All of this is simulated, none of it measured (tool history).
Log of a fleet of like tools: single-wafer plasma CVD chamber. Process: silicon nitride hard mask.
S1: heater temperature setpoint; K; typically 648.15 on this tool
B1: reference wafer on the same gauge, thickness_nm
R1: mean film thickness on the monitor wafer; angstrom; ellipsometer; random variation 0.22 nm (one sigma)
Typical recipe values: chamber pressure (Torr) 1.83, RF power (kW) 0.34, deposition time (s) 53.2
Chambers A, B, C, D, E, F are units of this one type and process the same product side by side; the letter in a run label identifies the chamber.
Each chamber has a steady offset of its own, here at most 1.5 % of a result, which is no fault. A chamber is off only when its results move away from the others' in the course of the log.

Run 1F, hour 11.1: usual settings; B1 67.615. Result: R1 699.51 angstrom.
At hour 11.5: chamber B: capacitance manometer re-zeroed and calibrated.
Run 2D, hour 17.2: usual settings; B1 67.587. Result: R1 694.4 angstrom.
Run 3A, hour 23.3: usual settings; B1 67.618. Result: R1 686.16 angstrom.
Run 4E, hour 33.6: usual settings; B1 67.61. Result: R1 700.63 angstrom.
Run 5C, hour 47.4: usual settings; B1 67.6. Result: R1 692.12 angstrom.
Run 6B, hour 57.6: usual settings; B1 67.577. Result: R1 699 angstrom.
Run 7D, hour 66.1: usual settings; B1 67.644. Result: R1 693.07 angstrom.
Run 8B, hour 78.2: usual settings; B1 67.545. Result: R1 694.48 angstrom.
Run 9F, hour 90.4: usual settings; B1 67.566. Result: R1 701.07 angstrom.
Run 10E, hour 103.1: usual settings; B1 67.66. Result: R1 695.87 angstrom.
Run 11A, hour 117.1: usual settings; B1 67.621. Result: R1 686.34 angstrom.
Run 12C, hour 128.3: usual settings; B1 67.613. Result: R1 695.46 angstrom.
Run 13E, hour 138.4: usual settings; B1 67.598. Result: R1 698.38 angstrom.
Run 14A, hour 152.2: usual settings; B1 67.61. Result: R1 688.56 angstrom.
Run 15F, hour 165.4: usual settings; B1 67.593. Result: R1 702.41 angstrom.
At hour 166.5: chamber F: capacitance manometer re-zeroed and calibrated.
Run 16B, hour 171.9: usual settings; B1 67.663. Result: R1 693.25 angstrom.
Run 17C, hour 184.9: usual settings; B1 67.614. Result: R1 694.59 angstrom.
At hour 191.4: chamber E: RF generator calibrated.
Run 18D, hour 194.7: usual settings; B1 67.668. Result: R1 696.84 angstrom.
Run 19C, hour 204.4: usual settings; B1 67.652. Result: R1 696.78 angstrom.
Run 20D, hour 210.9: usual settings; B1 67.577. Result: R1 695.68 angstrom.
Run 21E, hour 218.1: usual settings; B1 67.645. Result: R1 701.11 angstrom.
Run 22F, hour 228.4: usual settings; B1 67.602. Result: R1 715.64 angstrom.
At hour 235.5: chamber C: capacitance manometer re-zeroed and calibrated.
Run 23A, hour 238.8: usual settings; B1 67.571. Result: R1 688.95 angstrom.
Run 24B, hour 251: usual settings; B1 67.583. Result: R1 699.05 angstrom.
Run 25E, hour 264.5: usual settings; B1 67.559. Result: R1 693.41 angstrom.
Run 26D, hour 275.9: usual settings; B1 67.637. Result: R1 701.1 angstrom.
Run 27B, hour 284.5: usual settings; B1 67.573. Result: R1 695.11 angstrom.
Run 28F, hour 291.5: usual settings; B1 67.543. Result: R1 711.72 angstrom.
Run 29C, hour 298: usual settings; B1 67.531. Result: R1 694.28 angstrom.
Run 30A, hour 305.5: usual settings; B1 67.539. Result: R1 691.79 angstrom.
Run 31A, hour 313.5: usual settings; B1 67.602. Result: R1 687.75 angstrom.
Run 32B, hour 326.1: usual settings but chamber pressure (Torr) 1.45; B1 67.574. Result: R1 650.07 angstrom.
Run 33E, hour 332.7: usual settings but chamber pressure (Torr) 1.45; B1 67.628. Result: R1 655.14 angstrom.
Run 34F, hour 342.7: usual settings but chamber pressure (Torr) 1.45; B1 67.623. Result: R1 671.79 angstrom.
At hour 351.2: chamber D: thermocouple changed; heater temperature recalibrated.
Run 35D, hour 352.6: usual settings but chamber pressure (Torr) 1.45; B1 67.57. Result: R1 648.16 angstrom.
Run 36C, hour 358.7: usual settings but chamber pressure (Torr) 1.45; B1 67.566. Result: R1 647.14 angstrom.
Run 37E, hour 368: usual settings but chamber pressure (Torr) 1.45; B1 67.596. Result: R1 651.27 angstrom.
Run 38C, hour 379.7: usual settings; B1 67.627. Result: R1 697.93 angstrom.
Run 39F, hour 389.5: usual settings but deposition time (s) 60.1; B1 67.602. Result: R1 806.59 angstrom.
Run 40D, hour 402.7: usual settings but deposition time (s) 60.1; B1 67.577. Result: R1 783.1 angstrom.
Run 41B, hour 408.9: usual settings but deposition time (s) 60.1; B1 67.61. Result: R1 785.94 angstrom.
Run 42A, hour 419.7: usual settings but deposition time (s) 60.1; B1 67.599. Result: R1 780.39 angstrom.
Run 43F, hour 426: usual settings but deposition time (s) 60.1; B1 67.614. Result: R1 801.4 angstrom.
Run 44A, hour 435.1: usual settings but deposition time (s) 60.1; B1 67.598. Result: R1 780.34 angstrom.

What goes on in this fleet: one chamber off, a drifting gauge, or nothing beyond the chambers' own small offsets? Name the chamber and the cause, if any.

Chamber F came out of a service off from its peers and stayed that way.
Likeliest cause: true pressure above the setpoint (%) = 7.5.

Chamber F could run next with any of the 4 candidate recipes listed below; each alters the usual settings, and their results appear as question marks. Which one brings its results back in line with what the other chambers deliver on the usual settings?
In line here means within this much of the mean the other chambers give on the usual settings: R1 7.7 angstrom
Run 45F-1, hour 445.2: usual settings but chamber pressure (Torr) 1.84, RF power (kW) 0.345, deposition time (s) 54.2. Result: R1 ?.
Run 45F-2, hour 445.2: usual settings but chamber pressure (Torr) 1.55. Result: R1 ?.
Run 45F-3, hour 445.2: usual settings but chamber pressure (Torr) 1.79, RF power (kW) 0.33. Result: R1 ?.
Run 45F-4, hour 445.2: usual settings but chamber pressure (Torr) 1.86, deposition time (s) 55.5. Result: R1 ?.

The mean the other chambers reach with the usual settings: R1 694.11 angstrom
  run      R1
45F-1  732.36
45F-2     679
45F-3  693.91
45F-4  745.14
With 45F-3, the chamber falls back in line with the rest.
